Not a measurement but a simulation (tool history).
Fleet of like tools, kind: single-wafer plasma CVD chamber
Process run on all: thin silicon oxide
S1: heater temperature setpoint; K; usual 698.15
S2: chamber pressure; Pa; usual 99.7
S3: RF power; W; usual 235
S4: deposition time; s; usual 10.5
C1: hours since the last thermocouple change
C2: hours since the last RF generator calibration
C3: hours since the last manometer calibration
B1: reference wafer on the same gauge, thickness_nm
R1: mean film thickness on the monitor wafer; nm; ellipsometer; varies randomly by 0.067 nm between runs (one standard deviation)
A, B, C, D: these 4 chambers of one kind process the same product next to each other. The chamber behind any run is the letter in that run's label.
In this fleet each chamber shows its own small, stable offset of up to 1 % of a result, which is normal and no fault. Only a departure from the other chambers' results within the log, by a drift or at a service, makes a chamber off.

run,hour,S1,S2,S3,S4,C1,C2,C3,B1,R1
1A,7.8,698.15,99.7,235,10.5,1790.0,36.5,1373.4,15.990,15.997
2D,14.1,698.15,99.7,235,10.5,401.8,83.4,2547.8,15.974,15.712
3C,17.8,698.15,99.7,235,10.5,37.1,1347.8,2627.2,15.992,15.869
4B,24.8,698.15,99.7,235,10.5,1347.0,1762.4,448.1,16.005,15.963
5C,31.8,698.15,91.6,235,10.5,51.1,1361.8,2641.2,16.003,14.464
6B,38.1,698.15,91.6,235,10.5,1360.3,1775.7,461.4,16.008,14.599
# hour 42.7: chamber B: RF generator calibrated
7A,43.6,698.15,91.6,235,10.5,1825.8,72.3,1409.2,16.003,14.688
8D,50.8,698.15,91.6,235,10.5,438.5,120.1,2584.5,15.978,14.509
9D,54.9,693.15,99.7,235,10.5,442.6,124.2,2588.6,16.021,15.952
10A,63.1,693.15,99.7,235,10.5,1845.3,91.8,1428.7,15.979,16.056
11B,70.6,693.15,99.7,235,10.5,1392.8,27.9,493.9,16.004,16.051
12C,76.9,693.15,99.7,235,10.5,96.2,1406.9,2686.3,16.005,15.939
13C,84.6,698.15,99.7,235,10.5,103.9,1414.6,2694.0,15.992,15.804
14D,90.8,698.15,99.7,235,10.5,478.5,160.1,2624.5,16.008,15.894
15B,95.5,698.15,99.7,235,8.7,1417.7,52.8,518.8,16.012,13.322
16A,102.1,698.15,99.7,235,8.7,1884.3,130.8,1467.7,16.008,13.167
17D,107.7,698.15,99.7,235,8.7,495.4,177.0,2641.4,16.008,13.114
18B,112.3,698.15,99.7,235,8.7,1434.5,69.6,535.6,16.010,13.198
19A,116.1,698.15,99.7,235,10.5,1898.3,144.8,1481.7,16.003,15.925
20C,122.0,711.15,99.7,235,10.5,141.3,1452.0,2731.4,16.008,15.777
21B,128.3,711.15,99.7,235,10.5,1450.5,85.6,551.6,15.986,15.981
22C,135.7,711.15,99.7,235,10.5,155.0,1465.7,2745.1,16.001,15.774
23D,139.5,711.15,99.7,235,10.5,527.2,208.8,2673.2,16.003,15.743
24A,144.8,698.15,99.7,235,10.5,1927.0,173.5,1510.4,16.000,15.997
# hour 147.8: chamber D: capacitance manometer re-zeroed and calibrated
25B,149.1,698.15,99.7,235,10.5,1471.3,106.4,572.4,15.996,15.901
26C,154.4,698.15,99.7,235,10.5,173.7,1484.4,2763.8,16.023,15.987
27A,159.5,698.15,99.7,235,8.8,1941.7,188.2,1525.1,16.008,13.293
28D,167.0,698.15,99.7,235,8.8,554.7,236.3,19.3,16.013,12.558
29B,173.3,698.15,99.7,235,8.8,1495.5,130.6,596.6,15.975,13.359
30C,177.9,698.15,99.7,235,8.8,197.2,1507.9,2787.3,15.999,13.297
31D,184.1,698.15,99.7,235,10.5,571.8,253.4,36.4,16.006,14.998
32A,188.6,698.15,99.7,235,10.5,1970.8,217.3,1554.2,15.980,15.982
33B,195.8,698.15,99.7,235,10.5,1518.0,153.1,619.1,16.004,15.998
34C,199.7,698.15,99.7,235,10.5,219.0,1529.7,2809.1,15.991,15.727
35D,205.3,698.15,99.7,235,10.5,593.0,274.6,57.6,16.006,15.017
36A,211.6,698.15,99.7,235,10.5,1993.8,240.3,1577.2,15.993,16.046
37B,219.3,698.15,99.7,235,10.5,1541.5,176.6,642.6,15.999,15.944
38C,225.0,698.15,99.7,235,10.5,244.3,1555.0,2834.4,15.995,15.875
39D,233.1,698.15,99.7,235,10.5,620.8,302.4,85.4,16.012,15.081
40A,237.6,698.15,99.7,235,10.5,2019.8,266.3,1603.2,16.000,15.880
41C,244.9,698.15,99.7,235,10.5,264.2,1574.9,2854.3,16.001,15.898
42B,250.1,698.15,77.6,235,10.5,1572.3,207.4,673.4,15.997,12.186
43D,254.6,698.15,77.6,235,10.5,642.3,323.9,106.9,15.991,11.534

For the next run the whole fleet of 4 chambers uses the same settings. Give each chamber's results:
44A,260.5,698.15,99.7,280,10.5,,,,,?
44B,260.5,698.15,99.7,280,10.5,,,,,?
44C,260.5,698.15,99.7,280,10.5,,,,,?
44D,260.5,698.15,99.7,280,10.5,,,,,?

run,R1
44A,17.274
44B,17.226
44C,17.346
44D,16.215
